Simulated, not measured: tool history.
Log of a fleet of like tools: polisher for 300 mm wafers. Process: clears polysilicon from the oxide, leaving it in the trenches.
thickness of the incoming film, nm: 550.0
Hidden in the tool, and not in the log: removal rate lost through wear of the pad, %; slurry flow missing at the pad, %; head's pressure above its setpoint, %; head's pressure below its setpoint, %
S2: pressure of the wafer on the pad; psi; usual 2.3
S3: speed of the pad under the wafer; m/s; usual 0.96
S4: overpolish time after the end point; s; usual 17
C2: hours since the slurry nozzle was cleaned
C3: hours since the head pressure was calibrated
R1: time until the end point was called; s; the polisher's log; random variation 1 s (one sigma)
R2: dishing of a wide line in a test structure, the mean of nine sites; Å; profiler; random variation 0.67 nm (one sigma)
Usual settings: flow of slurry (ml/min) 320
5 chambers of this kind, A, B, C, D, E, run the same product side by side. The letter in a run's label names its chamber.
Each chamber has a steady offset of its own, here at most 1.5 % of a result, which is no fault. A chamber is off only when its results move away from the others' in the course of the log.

run 1D hour=9.1 | flow_of_slurry_(ml/min)=320 S2=2.3 S3=0.96 S4=17 | wafers_polished_on_this_pad=111 C2=669.3 C3=1210.4 | R1=53.139 R2=472.88
run 2E hour=17.9 | flow_of_slurry_(ml/min)=320 S2=2.3 S3=0.96 S4=17 | wafers_polished_on_this_pad=717 C2=153.9 C3=882.5 | R1=59.084 R2=486.19
-- hour=19.8 chamber A: worn pad replaced by a new one
run 3C hour=26.3 | flow_of_slurry_(ml/min)=320 S2=2.3 S3=0.96 S4=17 | wafers_polished_on_this_pad=624 C2=383.4 C3=384.9 | R1=57.091 R2=473.25
run 4B hour=32.1 | flow_of_slurry_(ml/min)=320 S2=2.3 S3=0.96 S4=17 | wafers_polished_on_this_pad=692 C2=381.8 C3=1193.6 | R1=54.931 R2=469.12
-- hour=33.2 chamber E: worn pad replaced by a new one
run 5A hour=42.5 | flow_of_slurry_(ml/min)=320 S2=2.3 S3=0.96 S4=17 | wafers_polished_on_this_pad=157 C2=545.3 C3=644.8 | R1=55.14 R2=463.92
run 6C hour=48.7 | flow_of_slurry_(ml/min)=320 S2=2.3 S3=0.96 S4=17 | wafers_polished_on_this_pad=780 C2=405.8 C3=407.3 | R1=55.218 R2=474.86
-- hour=55 chamber E: slurry nozzle cleaned
run 7B hour=55.6 | flow_of_slurry_(ml/min)=320 S2=2.3 S3=0.96 S4=17 | wafers_polished_on_this_pad=856 C2=405.3 C3=1217.1 | R1=55.572 R2=473.2
run 8A hour=66.6 | flow_of_slurry_(ml/min)=320 S2=2.3 S3=0.96 S4=17 | wafers_polished_on_this_pad=325 C2=569.4 C3=668.9 | R1=55.845 R2=461.65
-- hour=74.2 chamber C: worn pad replaced by a new one
run 9E hour=76.2 | flow_of_slurry_(ml/min)=320 S2=2.3 S3=0.96 S4=17 | wafers_polished_on_this_pad=298 C2=21.2 C3=940.8 | R1=55.977 R2=471.55
-- hour=79.4 chamber D: worn pad replaced by a new one
-- hour=80.9 chamber D: slurry nozzle cleaned
run 10D hour=82.9 | flow_of_slurry_(ml/min)=320 S2=2.3 S3=0.96 S4=17 | wafers_polished_on_this_pad=24 C2=2 C3=1284.2 | R1=55.609 R2=466.66
run 11C hour=90.5 | flow_of_slurry_(ml/min)=320 S2=1.9 S3=0.74 S4=17 | wafers_polished_on_this_pad=113 C2=447.6 C3=449.1 | R1=88.008 R2=432.74
run 12D hour=95.9 | flow_of_slurry_(ml/min)=320 S2=1.9 S3=0.74 S4=17 | wafers_polished_on_this_pad=114 C2=15 C3=1297.2 | R1=90.813 R2=430.85
-- hour=98.5 chamber C: head pressure recalibrated
run 13E hour=107.5 | flow_of_slurry_(ml/min)=320 S2=1.9 S3=0.74 S4=17 | wafers_polished_on_this_pad=516 C2=52.5 C3=972.1 | R1=88.437 R2=426.16
-- hour=108.5 chamber A: worn pad replaced by a new one
run 14B hour=116.2 | flow_of_slurry_(ml/min)=320 S2=1.9 S3=0.74 S4=17 | wafers_polished_on_this_pad=1277 C2=465.9 C3=1277.7 | R1=88.521 R2=427.24
run 15A hour=123.7 | flow_of_slurry_(ml/min)=320 S2=1.9 S3=0.74 S4=17 | wafers_polished_on_this_pad=106 C2=626.5 C3=726 | R1=86.178 R2=440.83
run 16A hour=130.5 | flow_of_slurry_(ml/min)=320 S2=2.3 S3=0.96 S4=17 | wafers_polished_on_this_pad=153 C2=633.3 C3=732.8 | R1=53.694 R2=463.06
run 17C hour=141.2 | flow_of_slurry_(ml/min)=320 S2=2.3 S3=0.96 S4=17 | wafers_polished_on_this_pad=465 C2=498.3 C3=42.7 | R1=55.457 R2=468.55
run 18B hour=146.8 | flow_of_slurry_(ml/min)=320 S2=2.3 S3=0.96 S4=17 | wafers_polished_on_this_pad=1489 C2=496.5 C3=1308.3 | R1=57.441 R2=476.32
run 19E hour=157.4 | flow_of_slurry_(ml/min)=320 S2=2.3 S3=0.96 S4=17 | wafers_polished_on_this_pad=862 C2=102.4 C3=1022 | R1=57.341 R2=468.34
run 20D hour=162.9 | flow_of_slurry_(ml/min)=320 S2=2.3 S3=0.96 S4=17 | wafers_polished_on_this_pad=580 C2=82 C3=1364.2 | R1=56.74 R2=462.9
run 21D hour=168.9 | flow_of_slurry_(ml/min)=320 S2=2.3 S3=0.96 S4=17 | wafers_polished_on_this_pad=621 C2=88 C3=1370.2 | R1=55.121 R2=459.87
-- hour=169.2 chamber D: worn pad replaced by a new one
run 22C hour=177.4 | flow_of_slurry_(ml/min)=320 S2=2.3 S3=0.96 S4=17 | wafers_polished_on_this_pad=717 C2=534.5 C3=78.9 | R1=58.034 R2=475.61
-- hour=180 chamber E: worn pad replaced by a new one
run 23A hour=184.8 | flow_of_slurry_(ml/min)=320 S2=2.3 S3=0.96 S4=17 | wafers_polished_on_this_pad=530 C2=687.6 C3=787.1 | R1=57.279 R2=466.68
-- hour=189.4 chamber A: head pressure recalibrated
run 24E hour=191.9 | flow_of_slurry_(ml/min)=320 S2=2.3 S3=0.96 S4=17 | wafers_polished_on_this_pad=83 C2=136.9 C3=1056.5 | R1=55.772 R2=474.16
-- hour=192.3 chamber A: slurry nozzle cleaned
-- hour=194.2 chamber C: worn pad replaced by a new one
-- hour=202.3 chamber A: worn pad replaced by a new one
run 25B hour=202.3 | flow_of_slurry_(ml/min)=320 S2=2.3 S3=0.96 S4=17 | wafers_polished_on_this_pad=1875 C2=552 C3=1363.8 | R1=58.747 R2=465.5
run 26D hour=213.5 | flow_of_slurry_(ml/min)=320 S2=2.3 S3=0.96 S4=17 | wafers_polished_on_this_pad=308 C2=132.6 C3=1414.8 | R1=54.975 R2=465.78
run 27C hour=225.1 | flow_of_slurry_(ml/min)=320 S2=2.7 S3=0.96 S4=17 | wafers_polished_on_this_pad=214 C2=582.2 C3=126.6 | R1=48.932 R2=464.74
run 28B hour=233.9 | flow_of_slurry_(ml/min)=320 S2=2.7 S3=0.96 S4=17 | wafers_polished_on_this_pad=2094 C2=583.6 C3=1395.4 | R1=50.617 R2=469.51
run 29E hour=240.6 | flow_of_slurry_(ml/min)=320 S2=2.7 S3=0.96 S4=17 | wafers_polished_on_this_pad=421 C2=185.6 C3=1105.2 | R1=48.847 R2=481.6
run 30A hour=251.6 | flow_of_slurry_(ml/min)=320 S2=2.7 S3=0.96 S4=17 | wafers_polished_on_this_pad=342 C2=59.3 C3=62.2 | R1=48.865 R2=485.18
run 31C hour=263.1 | flow_of_slurry_(ml/min)=320 S2=2.7 S3=0.96 S4=17 | wafers_polished_on_this_pad=478 C2=620.2 C3=164.6 | R1=46.953 R2=487.08

All 5 chambers run these settings next. Forecast each chamber's results:
run 32A hour=271.5 | flow_of_slurry_(ml/min)=320 S2=2.3 S3=0.96 S4=17 | R1=? R2=?
run 32B hour=271.5 | flow_of_slurry_(ml/min)=320 S2=2.3 S3=0.96 S4=17 | R1=? R2=?
run 32C hour=271.5 | flow_of_slurry_(ml/min)=320 S2=2.3 S3=0.96 S4=17 | R1=? R2=?
run 32D hour=271.5 | flow_of_slurry_(ml/min)=320 S2=2.3 S3=0.96 S4=17 | R1=? R2=?
run 32E hour=271.5 | flow_of_slurry_(ml/min)=320 S2=2.3 S3=0.96 S4=17 | R1=? R2=?

run=32A R1=55.336 R2=463.81
run=32B R1=63.837 R2=463
run=32C R1=56.082 R2=481.95
run=32D R1=54.568 R2=466.47
run=32E R1=55.948 R2=472.31
